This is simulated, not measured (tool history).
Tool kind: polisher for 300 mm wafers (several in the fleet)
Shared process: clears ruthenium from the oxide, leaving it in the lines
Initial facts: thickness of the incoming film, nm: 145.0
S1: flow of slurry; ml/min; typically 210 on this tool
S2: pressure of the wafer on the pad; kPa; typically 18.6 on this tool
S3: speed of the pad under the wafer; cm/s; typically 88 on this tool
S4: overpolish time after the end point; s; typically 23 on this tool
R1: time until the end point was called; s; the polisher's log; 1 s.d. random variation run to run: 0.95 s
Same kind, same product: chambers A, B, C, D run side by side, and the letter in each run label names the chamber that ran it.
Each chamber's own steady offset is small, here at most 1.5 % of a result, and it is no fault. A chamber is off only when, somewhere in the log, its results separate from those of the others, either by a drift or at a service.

run    day   S1    S2  S3  S4       R1
 1C  0.158  210  18.6  88  23   91.753
 2B  0.312  210  18.6  88  23   90.204
     0.329  -- chamber B: slurry nozzle cleaned
 3D  0.554  210  18.6  88  23   91.339
 4A  0.829  210  18.6  88  23   90.200
 5C  1.108  210  18.6  88  23   91.417
     1.138  -- chamber A: worn pad replaced by a new one
     1.258  -- chamber B: worn pad replaced by a new one
 6A  1.300  210  18.6  88  23   90.556
 7D  1.438  210  18.6  88  23   91.090
 8B  1.671  210  18.6  88  23   89.628
 9D  1.871  210  18.6  88  23   88.773
10A  2.150  210  18.6  88  23   90.131
11B  2.417  210  18.6  88  23   89.320
     2.462  -- chamber D: worn pad replaced by a new one
     2.575  -- chamber C: head pressure recalibrated
12C  2.617  210  18.6  88  23   93.078
13C  2.888  210  18.6  88  23   92.785
14A  3.092  210  18.6  88  23   90.517
     3.233  -- chamber C: slurry nozzle cleaned
15B  3.312  210  18.6  88  23   89.710
16D  3.617  210  18.6  88  23   89.410
17C  3.812  210  18.6  88  23   95.659
18A  4.121  210  18.6  88  23   90.017
     4.192  -- chamber D: slurry nozzle cleaned
19B  4.438  210  18.6  88  23   91.078
20D  4.592  210  18.6  88  23   90.984
21B  4.867  210  18.6  88  23   91.827
     5.058  -- chamber A: worn pad replaced by a new one
22A  5.138  210  18.6  88  23   90.647
23C  5.321  210  18.6  88  23   97.635
24D  5.592  210  18.6  88  23   90.593
25C  5.846  210  18.6  88  23  100.780
     5.975  -- chamber A: head pressure recalibrated
26B  6.112  210  18.6  88  23   90.084
27A  6.312  210  18.6  88  23   89.347

Each of the 4 chambers runs these same settings next. Fill in every chamber's results:
28A  6.542  210  18.6  88  23   ?
28B  6.542  210  18.6  88  23   ?
28C  6.542  210  18.6  88  23   ?
28D  6.542  210  18.6  88  23   ?

run       R1
28A   91.254
28B   90.671
28C  100.390
28D   90.676
